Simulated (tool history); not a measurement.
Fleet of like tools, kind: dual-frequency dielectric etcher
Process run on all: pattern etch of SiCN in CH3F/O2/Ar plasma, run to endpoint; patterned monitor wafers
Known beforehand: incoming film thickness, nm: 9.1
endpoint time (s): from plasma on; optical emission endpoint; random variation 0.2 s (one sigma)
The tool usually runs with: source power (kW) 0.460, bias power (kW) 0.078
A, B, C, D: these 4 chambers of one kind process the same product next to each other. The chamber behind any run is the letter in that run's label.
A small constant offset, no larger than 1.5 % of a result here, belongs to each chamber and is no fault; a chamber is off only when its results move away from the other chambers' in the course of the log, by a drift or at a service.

At hour 3.0: chamber A: wet clean of the chamber.
Run 1A, hour 7.5: usual settings. Result: endpoint time (s) 22.200.
Run 2D, hour 15.5: usual settings. Result: endpoint time (s) 22.379.
Run 3B, hour 24.6: usual settings. Result: endpoint time (s) 22.272.
Run 4C, hour 31.9: usual settings. Result: endpoint time (s) 22.350.
Run 5A, hour 41.6: usual settings but bias power (kW) 0.062. Result: endpoint time (s) 23.860.
Run 6B, hour 47.1: usual settings but bias power (kW) 0.062. Result: endpoint time (s) 23.765.
At hour 48.4: chamber C: bias power generator calibrated.
Run 7C, hour 54.9: usual settings but bias power (kW) 0.062. Result: endpoint time (s) 24.576.
Run 8D, hour 62.4: usual settings but bias power (kW) 0.062. Result: endpoint time (s) 24.379.
Run 9D, hour 67.2: usual settings. Result: endpoint time (s) 22.168.
At hour 68.5: chamber D: wet clean of the chamber.
Run 10B, hour 76.3: usual settings. Result: endpoint time (s) 21.745.
Run 11A, hour 82.7: usual settings. Result: endpoint time (s) 22.256.
Run 12C, hour 91.3: usual settings. Result: endpoint time (s) 22.099.
At hour 91.7: chamber B: wet clean of the chamber.
Run 13B, hour 98.3: usual settings. Result: endpoint time (s) 21.958.
Run 14D, hour 104.6: usual settings. Result: endpoint time (s) 21.967.
Run 15C, hour 109.3: usual settings but bias power (kW) 0.062. Result: endpoint time (s) 24.056.
Run 16A, hour 117.9: usual settings but bias power (kW) 0.062. Result: endpoint time (s) 23.958.
At hour 118.7: chamber D: source power generator calibrated.
Run 17D, hour 125.4: usual settings but bias power (kW) 0.062. Result: endpoint time (s) 24.302.
Run 18C, hour 130.1: usual settings but bias power (kW) 0.062. Result: endpoint time (s) 23.994.
Run 19A, hour 135.9: usual settings. Result: endpoint time (s) 22.373.
Run 20B, hour 140.4: usual settings. Result: endpoint time (s) 21.875.
Run 21A, hour 149.9: usual settings. Result: endpoint time (s) 22.169.
Run 22C, hour 159.2: usual settings. Result: endpoint time (s) 22.351.
Run 23D, hour 165.9: usual settings. Result: endpoint time (s) 22.262.
Run 24B, hour 174.7: usual settings. Result: endpoint time (s) 21.889.
Run 25C, hour 184.1: usual settings. Result: endpoint time (s) 22.410.
Run 26B, hour 192.8: usual settings. Result: endpoint time (s) 22.038.
Run 27A, hour 198.4: usual settings but source power (kW) 0.370. Result: endpoint time (s) 24.075.
Run 28D, hour 205.8: usual settings but source power (kW) 0.370. Result: endpoint time (s) 24.232.
Run 29D, hour 210.7: usual settings but source power (kW) 0.370. Result: endpoint time (s) 23.958.
At hour 216.7: chamber D: bias power generator calibrated.
Run 30A, hour 219.3: usual settings but source power (kW) 0.370. Result: endpoint time (s) 24.076.
Run 31B, hour 229.0: usual settings. Result: endpoint time (s) 21.988.
Run 32C, hour 237.0: usual settings. Result: endpoint time (s) 22.555.
Run 33A, hour 244.3: usual settings but source power (kW) 0.540, bias power (kW) 0.095. Result: endpoint time (s) 19.451.
Run 34D, hour 254.4: usual settings but source power (kW) 0.540, bias power (kW) 0.095. Result: endpoint time (s) 19.343.
Run 35B, hour 258.9: usual settings but source power (kW) 0.540, bias power (kW) 0.095. Result: endpoint time (s) 19.313.
Run 36C, hour 263.5: usual settings but source power (kW) 0.540, bias power (kW) 0.095. Result: endpoint time (s) 19.551.
Run 37D, hour 272.6: usual settings. Result: endpoint time (s) 22.479.
Run 38C, hour 281.0: usual settings. Result: endpoint time (s) 22.247.
Run 39A, hour 287.9: usual settings. Result: endpoint time (s) 22.433.
Run 40B, hour 295.7: usual settings. Result: endpoint time (s) 22.266.
Run 41D, hour 303.9: usual settings. Result: endpoint time (s) 22.401.
Run 42B, hour 312.6: usual settings. Result: endpoint time (s) 21.761.
Run 43A, hour 319.6: usual settings. Result: endpoint time (s) 21.993.
Run 44C, hour 328.3: usual settings. Result: endpoint time (s) 22.469.

Predict what each chamber gives when all 4 of them run the settings below next.
Run 45A, hour 335.6: usual settings but bias power (kW) 0.065. Result: endpoint time (s) ?.
Run 45B, hour 335.6: usual settings but bias power (kW) 0.065. Result: endpoint time (s) ?.
Run 45C, hour 335.6: usual settings but bias power (kW) 0.065. Result: endpoint time (s) ?.
Run 45D, hour 335.6: usual settings but bias power (kW) 0.065. Result: endpoint time (s) ?.

run  endpoint time (s)
45A             23.155
45B             23.302
45C             23.586
45D             23.680
